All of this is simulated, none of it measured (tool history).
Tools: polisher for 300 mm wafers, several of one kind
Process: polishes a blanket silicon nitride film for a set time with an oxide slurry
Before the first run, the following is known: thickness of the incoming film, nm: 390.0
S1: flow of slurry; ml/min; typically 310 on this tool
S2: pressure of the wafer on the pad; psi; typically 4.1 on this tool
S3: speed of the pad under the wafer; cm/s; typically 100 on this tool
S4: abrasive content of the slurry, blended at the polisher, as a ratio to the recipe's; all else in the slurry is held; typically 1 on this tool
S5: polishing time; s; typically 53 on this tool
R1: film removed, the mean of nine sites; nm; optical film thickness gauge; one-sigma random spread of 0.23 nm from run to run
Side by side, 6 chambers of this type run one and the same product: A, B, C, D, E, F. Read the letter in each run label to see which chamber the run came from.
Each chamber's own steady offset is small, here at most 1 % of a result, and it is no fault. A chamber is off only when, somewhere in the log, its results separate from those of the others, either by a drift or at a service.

{"day": 0.212, "done": "chamber A: worn pad replaced by a new one"}
{"run": "1B", "day": 0.4, "S1": 310, "S2": 4.1, "S3": 100, "S4": 1, "S5": 53, "R1": 33.604}
{"day": 0.521, "done": "chamber E: worn pad replaced by a new one"}
{"run": "2E", "day": 1.012, "S1": 310, "S2": 4.1, "S3": 100, "S4": 1, "S5": 53, "R1": 32.431}
{"day": 1.058, "done": "chamber F: conditioning disc replaced and pad reconditioned"}
{"run": "3D", "day": 1.629, "S1": 310, "S2": 4.1, "S3": 100, "S4": 1, "S5": 53, "R1": 33.481}
{"day": 1.746, "done": "chamber C: slurry blender recalibrated"}
{"run": "4F", "day": 1.929, "S1": 310, "S2": 4.1, "S3": 100, "S4": 1, "S5": 53, "R1": 33.151}
{"run": "5A", "day": 2.454, "S1": 310, "S2": 4.1, "S3": 100, "S4": 1, "S5": 53, "R1": 32.872}
{"day": 2.5, "done": "chamber B: worn pad replaced by a new one"}
{"day": 2.867, "done": "chamber C: worn pad replaced by a new one"}
{"run": "6C", "day": 3.017, "S1": 310, "S2": 4.1, "S3": 100, "S4": 1, "S5": 53, "R1": 33.548}
{"day": 3.367, "done": "chamber C: slurry nozzle cleaned"}
{"day": 3.496, "done": "chamber F: worn pad replaced by a new one"}
{"run": "7D", "day": 3.546, "S1": 310, "S2": 4.1, "S3": 100, "S4": 1, "S5": 53, "R1": 32.958}
{"day": 3.654, "done": "chamber B: slurry blender recalibrated"}
{"day": 3.862, "done": "chamber D: worn pad replaced by a new one"}
{"run": "8A", "day": 4.158, "S1": 310, "S2": 4.1, "S3": 100, "S4": 1, "S5": 53, "R1": 33.194}
{"day": 4.562, "done": "chamber E: conditioning disc replaced and pad reconditioned"}
{"run": "9F", "day": 4.629, "S1": 310, "S2": 4.1, "S3": 100, "S4": 1, "S5": 53, "R1": 33.326}
{"run": "10E", "day": 5.154, "S1": 310, "S2": 4.1, "S3": 100, "S4": 1, "S5": 53, "R1": 32.858}
{"day": 5.292, "done": "chamber C: conditioning disc replaced and pad reconditioned"}
{"run": "11C", "day": 5.475, "S1": 310, "S2": 4.1, "S3": 100, "S4": 1, "S5": 53, "R1": 33.152}
{"run": "12B", "day": 5.871, "S1": 310, "S2": 4.1, "S3": 100, "S4": 1, "S5": 53, "R1": 33.218}
{"run": "13C", "day": 6.162, "S1": 310, "S2": 4.1, "S3": 100, "S4": 1, "S5": 53, "R1": 33.402}
{"day": 6.375, "done": "chamber E: worn pad replaced by a new one"}
{"day": 6.583, "done": "chamber A: worn pad replaced by a new one"}
{"run": "14F", "day": 6.617, "S1": 310, "S2": 4.1, "S3": 100, "S4": 1, "S5": 53, "R1": 33.629}
{"run": "15E", "day": 6.954, "S1": 310, "S2": 4.1, "S3": 100, "S4": 1, "S5": 53, "R1": 32.593}
{"run": "16D", "day": 7.262, "S1": 310, "S2": 4.1, "S3": 100, "S4": 1, "S5": 53, "R1": 33.017}
{"day": 7.512, "done": "chamber E: slurry blender recalibrated"}
{"run": "17B", "day": 7.633, "S1": 310, "S2": 4.1, "S3": 100, "S4": 1, "S5": 53, "R1": 33.377}
{"day": 7.958, "done": "chamber A: head pressure recalibrated"}
{"run": "18A", "day": 8.158, "S1": 385, "S2": 4.1, "S3": 100, "S4": 1, "S5": 53, "R1": 37.391}
{"run": "19A", "day": 8.467, "S1": 385, "S2": 4.1, "S3": 100, "S4": 1, "S5": 53, "R1": 37.29}
{"day": 8.504, "done": "chamber D: slurry nozzle cleaned"}
{"run": "20E", "day": 8.762, "S1": 385, "S2": 4.1, "S3": 100, "S4": 1, "S5": 53, "R1": 33.739}
{"day": 8.838, "done": "chamber C: slurry blender recalibrated"}
{"day": 9.221, "done": "chamber B: slurry nozzle cleaned"}
{"day": 9.283, "done": "chamber D: conditioning disc replaced and pad reconditioned"}
{"run": "21B", "day": 9.308, "S1": 385, "S2": 4.1, "S3": 100, "S4": 1, "S5": 53, "R1": 33.845}
{"day": 9.625, "done": "chamber B: worn pad replaced by a new one"}
{"run": "22F", "day": 9.721, "S1": 385, "S2": 4.1, "S3": 100, "S4": 1, "S5": 53, "R1": 34.053}
{"day": 9.917, "done": "chamber D: worn pad replaced by a new one"}
{"run": "23D", "day": 10.021, "S1": 385, "S2": 4.1, "S3": 100, "S4": 1, "S5": 53, "R1": 33.962}
{"day": 10.138, "done": "chamber D: slurry blender recalibrated"}
{"day": 10.333, "done": "chamber B: conditioning disc replaced and pad reconditioned"}
{"day": 10.5, "done": "chamber F: worn pad replaced by a new one"}
{"run": "24C", "day": 10.562, "S1": 310, "S2": 4.1, "S3": 100, "S4": 1, "S5": 53, "R1": 32.741}
{"day": 10.817, "done": "chamber A: slurry blender recalibrated"}
{"day": 11.154, "done": "chamber C: worn pad replaced by a new one"}
{"run": "25B", "day": 11.162, "S1": 310, "S2": 4.1, "S3": 100, "S4": 1, "S5": 53, "R1": 33.311}
{"day": 11.45, "done": "chamber E: worn pad replaced by a new one"}
{"run": "26D", "day": 11.679, "S1": 310, "S2": 4.1, "S3": 100, "S4": 1, "S5": 53, "R1": 32.952}
{"day": 11.712, "done": "chamber E: conditioning disc replaced and pad reconditioned"}
{"run": "27A", "day": 12.283, "S1": 310, "S2": 4.1, "S3": 100, "S4": 1, "S5": 53, "R1": 37.303}
{"day": 12.312, "done": "chamber F: head pressure recalibrated"}
{"day": 12.425, "done": "chamber C: conditioning disc replaced and pad reconditioned"}
{"run": "28C", "day": 12.662, "S1": 310, "S2": 4.1, "S3": 100, "S4": 1, "S5": 53, "R1": 33.309}
{"day": 13.046, "done": "chamber F: slurry nozzle cleaned"}
{"run": "29E", "day": 13.058, "S1": 310, "S2": 4.1, "S3": 100, "S4": 1, "S5": 53, "R1": 33.012}
{"run": "30F", "day": 13.675, "S1": 220, "S2": 4.1, "S3": 100, "S4": 1, "S5": 53, "R1": 32.249}
{"run": "31B", "day": 13.988, "S1": 220, "S2": 4.1, "S3": 100, "S4": 1, "S5": 53, "R1": 32.212}
{"run": "32C", "day": 14.317, "S1": 220, "S2": 4.1, "S3": 100, "S4": 1, "S5": 53, "R1": 32.325}
{"day": 14.388, "done": "chamber A: worn pad replaced by a new one"}
{"run": "33F", "day": 14.767, "S1": 220, "S2": 4.1, "S3": 100, "S4": 1, "S5": 53, "R1": 32.099}
{"day": 15.071, "done": "chamber B: worn pad replaced by a new one"}
{"run": "34E", "day": 15.133, "S1": 220, "S2": 4.1, "S3": 100, "S4": 1, "S5": 53, "R1": 31.98}
{"day": 15.325, "done": "chamber B: slurry blender recalibrated"}
{"run": "35A", "day": 15.5, "S1": 220, "S2": 4.1, "S3": 100, "S4": 1, "S5": 53, "R1": 35.07}
{"run": "36D", "day": 15.979, "S1": 310, "S2": 4.1, "S3": 100, "S4": 1, "S5": 53, "R1": 33.504}
{"run": "37A", "day": 16.312, "S1": 310, "S2": 4.1, "S3": 84, "S4": 1, "S5": 44, "R1": 26.401}
{"run": "38B", "day": 16.692, "S1": 310, "S2": 4.1, "S3": 84, "S4": 1, "S5": 44, "R1": 23.938}

The same settings go to every chamber for the next run, one line per chamber below. Forecast the results for each:
{"run": "39A", "day": 17.146, "S1": 310, "S2": 4.1, "S3": 78, "S4": 1, "S5": 53, "R1": "?"}
{"run": "39B", "day": 17.146, "S1": 310, "S2": 4.1, "S3": 78, "S4": 1, "S5": 53, "R1": "?"}
{"run": "39C", "day": 17.146, "S1": 310, "S2": 4.1, "S3": 78, "S4": 1, "S5": 53, "R1": "?"}
{"run": "39D", "day": 17.146, "S1": 310, "S2": 4.1, "S3": 78, "S4": 1, "S5": 53, "R1": "?"}
{"run": "39E", "day": 17.146, "S1": 310, "S2": 4.1, "S3": 78, "S4": 1, "S5": 53, "R1": "?"}
{"run": "39F", "day": 17.146, "S1": 310, "S2": 4.1, "S3": 78, "S4": 1, "S5": 53, "R1": "?"}

run=39A R1=29.406
run=39B R1=27.455
run=39C R1=26.935
run=39D R1=27.151
run=39E R1=27.044
run=39F R1=27.392
